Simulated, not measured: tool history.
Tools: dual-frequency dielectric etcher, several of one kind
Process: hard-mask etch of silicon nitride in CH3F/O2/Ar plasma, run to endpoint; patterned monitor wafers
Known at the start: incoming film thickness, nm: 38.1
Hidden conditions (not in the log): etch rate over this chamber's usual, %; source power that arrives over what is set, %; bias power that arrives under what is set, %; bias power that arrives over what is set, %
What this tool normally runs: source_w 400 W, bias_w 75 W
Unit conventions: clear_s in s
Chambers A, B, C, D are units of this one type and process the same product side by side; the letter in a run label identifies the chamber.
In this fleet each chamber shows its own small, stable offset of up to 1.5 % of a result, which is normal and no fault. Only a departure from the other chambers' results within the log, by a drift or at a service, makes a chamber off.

run	hour	source_w	bias_w	hours since the last wet clean	hours since the last source power generator calibration	hours since the last bias power generator calibration	clear_s
1D	9.4	400	75	258.3	2417.8	1055.8	54.37
2B	17.9	400	75	594.2	487.5	1694.4	54.236
3A	23.3	400	75	236.7	1256.7	2553	53.793
4C	31.4	400	75	471.2	1313	115.5	54.602
5A	37.5	440	75	250.9	1270.9	2567.2	53.146
6C	42.6	440	75	482.4	1324.2	126.7	52.021
7B	52.6	440	75	628.9	522.2	1729.1	52.509
8D	61.7	440	75	310.6	2470.1	1108.1	52.262
9B	69.6	400	75	645.9	539.2	1746.1	54.711
# hour 71.3: chamber B: wet clean of the chamber
10D	74.4	400	75	323.3	2482.8	1120.8	55.021
11A	82.5	400	75	295.9	1315.9	2612.2	54.072
12C	89.6	400	75	529.4	1371.2	173.7	54.416
13C	97.7	400	75	537.5	1379.3	181.8	54.383
14D	108.5	400	75	357.4	2516.9	1154.9	54.876
15B	116.3	400	75	45.1	585.9	1792.8	54.955
16A	124.2	400	75	337.6	1357.6	2653.9	54.216
17A	129.5	400	75	342.9	1362.9	2659.2	54.369
18C	138.6	400	75	578.4	1420.2	222.7	54.688
19B	144.3	400	75	73.1	613.9	1820.8	54.846
20D	149.9	400	84	398.8	2558.3	1196.3	52.504
21C	158.1	400	84	597.9	1439.7	242.2	52.017
22A	163.2	400	84	376.6	1396.6	2692.9	52.578
23D	170.1	400	84	419	2578.5	1216.5	52.81
# hour 177.6: chamber A: wet clean of the chamber
24B	179.5	400	75	108.3	649.1	1856	54.626
25D	186.9	400	75	435.8	2595.3	1233.3	54.293
26B	192.4	400	75	121.2	662	1868.9	55.135
27C	199.9	400	75	639.7	1481.5	284	53.762
28A	208.3	320	86	30.7	1441.7	2738	56.826
# hour 208.8: chamber D: wet clean of the chamber
29D	214.6	320	86	5.8	2623	1261	56.811

What goes on in this fleet: one chamber off, a drifting gauge, or nothing beyond the chambers' own small offsets? Name the chamber and the cause, if any.

No chamber stands off beyond its own small offset, and the gauge holds steady.
